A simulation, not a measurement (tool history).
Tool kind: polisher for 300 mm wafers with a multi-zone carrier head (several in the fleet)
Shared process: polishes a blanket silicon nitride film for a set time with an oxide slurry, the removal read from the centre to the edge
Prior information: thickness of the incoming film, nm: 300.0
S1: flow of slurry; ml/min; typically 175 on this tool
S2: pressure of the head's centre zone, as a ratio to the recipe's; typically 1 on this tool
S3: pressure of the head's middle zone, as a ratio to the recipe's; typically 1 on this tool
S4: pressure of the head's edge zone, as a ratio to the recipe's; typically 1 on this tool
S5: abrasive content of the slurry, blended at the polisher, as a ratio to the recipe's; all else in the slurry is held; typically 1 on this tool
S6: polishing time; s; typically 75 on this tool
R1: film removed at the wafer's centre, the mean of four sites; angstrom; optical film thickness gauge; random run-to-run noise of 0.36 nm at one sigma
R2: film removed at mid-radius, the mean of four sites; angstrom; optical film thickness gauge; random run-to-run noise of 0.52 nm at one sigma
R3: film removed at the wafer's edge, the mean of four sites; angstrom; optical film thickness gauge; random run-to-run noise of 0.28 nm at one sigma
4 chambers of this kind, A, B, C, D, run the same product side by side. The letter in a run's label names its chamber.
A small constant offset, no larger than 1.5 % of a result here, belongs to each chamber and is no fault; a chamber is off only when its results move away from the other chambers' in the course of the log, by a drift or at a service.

run	hour	S1	S2	S3	S4	S5	S6	R1	R2	R3
1B	10.6	175	1	1	1	1	75	363.98	368.32	372.1
# hour 18.7: chamber B: worn pad replaced by a new one
2D	24.2	175	1	1	1	1	75	363.35	363	365.79
3A	31.7	175	1	1	1	1	75	371.67	376.51	373.29
# hour 33.1: chamber C: worn pad replaced by a new one
# hour 38.3: chamber D: slurry nozzle cleaned
# hour 44.9: chamber D: worn pad replaced by a new one
4C	45	175	1	1	1	1	75	367.34	381.37	372.56
# hour 50.2: chamber A: worn pad replaced by a new one
5C	55.6	175	1	1	1	1	75	377.3	364.49	369.07
6B	62.4	175	1	1	1	1	75	364.71	364.88	369.61
7D	72.9	175	1	1	1	1	75	366.34	370.48	369.41
8A	83.3	175	1	1	1	1	75	370.74	367.77	366.91
# hour 90.1: chamber B: worn pad replaced by a new one
9C	93.7	175	1	1	1	1	96	470.59	464.67	471.45
# hour 96.6: chamber D: edge zone pressure recalibrated
10B	103.7	175	1	1	1	1	96	464.25	475.97	476.1
# hour 112.2: chamber A: worn pad replaced by a new one
# hour 112.4: chamber D: worn pad replaced by a new one
# hour 115: chamber C: worn pad replaced by a new one
11A	115.5	175	1	1	1	1	96	476.92	475.67	475.98
12D	124.1	175	1	1	1	1	96	473.56	463.99	467.52
13C	131.7	175	1	1	1	1	75	373.12	372.86	373.18
14A	141	175	1	1	1	1	75	366.11	370.47	372.76
# hour 144.7: chamber A: slurry nozzle cleaned
15D	148.3	175	1.12	1	0.89	1	75	410.7	372.46	346.38
16B	154.7	175	1.12	1	0.89	1	75	414.84	364.57	346.88
# hour 156.8: chamber B: worn pad replaced by a new one
17C	164.8	175	1.12	1	0.89	1	75	414.64	374.69	347.82
# hour 172.3: chamber A: worn pad replaced by a new one
18B	175.3	175	1.12	1	0.89	1	75	409.81	376.58	348.43
# hour 177: chamber C: worn pad replaced by a new one
# hour 178.1: chamber D: worn pad replaced by a new one
19A	187.7	175	1	1	1	1	75	366.06	369.11	365.84
20D	195.5	175	1	1	1	1	75	367.29	365.12	363.61
21D	203.7	175	1	1	1	1	75	357.78	364.94	366.38
22B	214.8	175	1	1	1	1.25	75	398.25	408	403.91
# hour 219.1: chamber A: centre zone pressure recalibrated
23C	228.3	175	1	1	1	1.25	75	408.73	406.77	404.1
# hour 231.6: chamber B: worn pad replaced by a new one
24A	238.9	175	1	1	1	1.25	75	353.82	400.71	404.3
# hour 241.2: chamber C: edge zone pressure recalibrated
# hour 245.6: chamber D: worn pad replaced by a new one
# hour 246.2: chamber A: worn pad replaced by a new one
# hour 247.3: chamber C: worn pad replaced by a new one
25C	252	175	1	1	1	1.25	75	406.6	405.82	405.18
26D	264.6	175	1	1	1	1	75	360.98	369.17	364.87
27B	272.5	175	1	1	1	1	75	361.58	366.98	366.86
28A	285.1	175	1	1	1	1	75	320.89	369.48	368.13
29A	296.3	175	1	1	1	1	75	322.8	372.14	372.89
# hour 298.9: chamber C: slurry nozzle cleaned
30D	302.6	175	1	1	1	1	75	361.95	361.56	366.56
# hour 308: chamber B: worn pad replaced by a new one
# hour 310.3: chamber A: worn pad replaced by a new one
31B	310.5	175	1	1	1	1	75	362.55	380.58	375.75
# hour 314.4: chamber D: worn pad replaced by a new one
# hour 315.6: chamber C: worn pad replaced by a new one
32C	319.4	175	0.91	1	0.92	1	75	336.5	371.5	353.86
33D	328.4	175	0.91	1	0.92	1	75	326.62	363.02	348.72
34B	334.7	175	0.91	1	0.92	1	75	326.57	369.42	359.21
35C	345.2	175	0.91	1	0.92	1	75	337.48	373.94	354.58
36A	353.2	155	1.05	1	1	1	75	336.1	368.38	362.79

Is one chamber out of step, is the gauge drifting, or do the chambers differ by no more than their own small offsets? For an off chamber, give its letter and the likeliest cause.

The work done on chamber A during a service left it standing apart from the others.
Cause: centre zone's pressure below its setpoint, % = 11.2.

Chamber A could run next with any of the 4 candidate recipes listed below; each alters the usual settings, and their results appear as question marks. Which one brings its results back in line with what the other chambers deliver on the usual settings?
Counts as in line when no further than this from what the other chambers average on the usual settings: R1 12 angstrom; R2 18 angstrom; R3 9.7 angstrom
37A-1	363.1	185	1.17	0.96	0.94	1	76	?	?	?
37A-2	363.1	180	1.11	0.97	0.97	1	76	?	?	?
37A-3	363.1	165	0.85	1.04	1.05	1	75	?	?	?
37A-4	363.1	170	0.9	1.02	1.03	1	75	?	?	?

The other chambers' mean on the usual settings: R1 365.46 angstrom; R2 367.39 angstrom; R3 368.81 angstrom
run	R1	R2	R3
37A-1	392.2	366.25	363.26
37A-2	368.25	368.32	367.95
37A-3	264.76	382.8	374.25
37A-4	284.22	377.74	371.91
37A-2 brings the chamber back in line.
